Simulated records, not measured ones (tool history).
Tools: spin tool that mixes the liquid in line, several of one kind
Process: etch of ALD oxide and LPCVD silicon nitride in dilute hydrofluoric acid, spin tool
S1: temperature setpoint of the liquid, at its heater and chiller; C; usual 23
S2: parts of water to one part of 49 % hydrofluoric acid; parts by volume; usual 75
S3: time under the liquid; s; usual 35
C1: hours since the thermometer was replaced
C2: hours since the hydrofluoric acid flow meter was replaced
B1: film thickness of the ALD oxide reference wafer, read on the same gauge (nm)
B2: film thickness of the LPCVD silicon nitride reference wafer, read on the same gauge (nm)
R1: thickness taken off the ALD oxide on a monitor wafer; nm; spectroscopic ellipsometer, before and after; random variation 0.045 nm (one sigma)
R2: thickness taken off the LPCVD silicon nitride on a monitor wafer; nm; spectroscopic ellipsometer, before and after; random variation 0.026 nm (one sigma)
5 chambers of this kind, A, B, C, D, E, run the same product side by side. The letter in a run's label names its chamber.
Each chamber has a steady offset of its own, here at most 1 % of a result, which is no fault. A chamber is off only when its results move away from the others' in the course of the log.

run   hour  S1   S2  S3      C1      C2      B1      B2      R1        R2
 1C   14.1  23   75  35   605.1  1963.6  109.98  90.008  6.7428  0.195660
 2E   21.2  23   75  35   601.0   445.5  110.03  90.016  6.6671  0.222570
 3B   34.7  23   75  35   552.1   989.6  109.96  90.002  6.7406  0.277550
 4A   46.9  23   75  35  1076.6   546.6  110.00  89.996  6.5443  0.214450
 5D   57.4  23   75  35   649.3   181.3  110.00  89.998  6.7409  0.254940
 6B   64.7  23   75  35   582.1  1019.6  109.95  90.001  6.6420  0.259920
      67.4  -- chamber E: thermometer replaced
 7D   71.8  23   75  35   663.7   195.7  109.97  89.994  6.6858  0.266260
 8C   80.7  23   75  35   671.7  2030.2  109.97  89.971  6.7863  0.206120
      89.3  -- chamber A: hydrofluoric acid flow meter replaced
 9E   93.2  23   75  35    25.9   517.5  110.01  89.999  6.6015  0.212320
10A  107.4  23   75  35  1137.1    18.1  110.03  89.986  6.5960  0.240490
11B  119.7  23   75  15   637.1  1074.6  110.04  90.010  2.8654  0.101150
12C  132.1  23   75  15   723.1  2081.6  110.01  90.003  2.8785  0.128530
13E  145.7  23   75  15    78.4   570.0  110.00  90.004  2.8648  0.104100
14A  153.2  23   75  15  1182.9    63.9  110.05  90.001  2.8313  0.115790
15D  162.8  23   75  15   754.7   286.7  110.05  90.000  2.8770  0.097184
16B  175.8  23   75  35   693.2  1130.7  110.01  89.979  6.6587  0.290480
17C  182.4  23   75  35   773.4  2131.9  110.02  90.015  6.6798  0.178540
18D  191.5  23   75  35   783.4   315.4  110.00  89.995  6.7411  0.244660
19E  206.4  23   75  35   139.1   630.7  110.03  90.007  6.7345  0.226590
20A  215.7  23   75  35  1245.4   126.4  110.01  89.992  6.6877  0.203300
21E  227.4  23   75  35   160.1   651.7  110.01  90.022  6.5878  0.209670
22D  236.2  23   75  35   828.1   360.1  109.99  89.994  6.7685  0.244260
23A  244.1  23   75  35  1273.8   154.8  110.00  89.997  6.5962  0.288300
24B  256.7  23   75  35   774.1  1211.6  110.02  89.990  6.5503  0.222040
25C  271.0  23  115  40   862.0  2220.5  110.00  90.011  4.7444  0.196650
26E  280.0  23  115  40   212.7   704.3  110.04  90.013  4.7762  0.216210
27D  290.7  23  115  40   882.6   414.6  110.02  90.012  4.7558  0.210980
28B  301.3  23  115  40   818.7  1256.2  110.03  89.987  4.5859  0.157190
29C  309.3  23  115  40   900.3  2258.8  110.03  89.985  4.7780  0.194110
30A  319.1  23   75  35  1348.8   229.8  110.00  89.983  6.6140  0.255770
31A  329.1  20   75  25  1358.8   239.8  110.00  90.008  4.1938  0.131210
32E  336.6  20   75  25   269.3   760.9  110.02  89.988  4.1684  0.162250
33C  343.6  20   75  25   934.6  2293.1  110.02  89.993  4.2360  0.106100
34D  354.9  20   75  25   946.8   478.8  109.97  90.006  4.2395  0.138540
35B  368.9  20   75  25   886.3  1323.8  109.97  89.989  3.9775  0.118920
     371.6  -- chamber A: thermometer replaced
36C  377.3  23   75  35   968.3  2326.8  109.98  90.005  6.7870  0.272710
37A  390.4  23   75  35    18.9   301.1  109.98  89.985  6.6419  0.208710
38B  400.8  23   75  35   918.2  1355.7  110.00  90.006  6.2531  0.225670
39D  407.8  23   75  50   999.7   531.7  110.00  90.001  9.6362  0.361970
40E  414.8  23   75  50   347.5   839.1  109.99  90.005  9.4924  0.291350
41A  422.6  23   75  50    51.1   333.3  109.95  89.991  9.3748  0.360530
     423.9  -- chamber C: hydrofluoric acid flow meter replaced
42D  431.5  23   75  50  1023.4   555.4  110.01  89.991  9.6336  0.428310
43C  446.0  23   75  50  1037.0    22.2  110.01  89.991  9.4795  0.290540
44E  459.0  23   75  35   391.7   883.3  110.04  90.001  6.6847  0.218890

Next, every chamber runs the same settings. What will each give?
45A  469.9  23  75  20                   ?   ?
45B  469.9  23  75  20                   ?   ?
45C  469.9  23  75  20                   ?   ?
45D  469.9  23  75  20                   ?   ?
45E  469.9  23  75  20                   ?   ?

run      R1        R2
45A  3.7411  0.162280
45B  3.5082  0.138180
45C  3.8308  0.159630
45D  3.8414  0.135970
45E  3.7882  0.135360
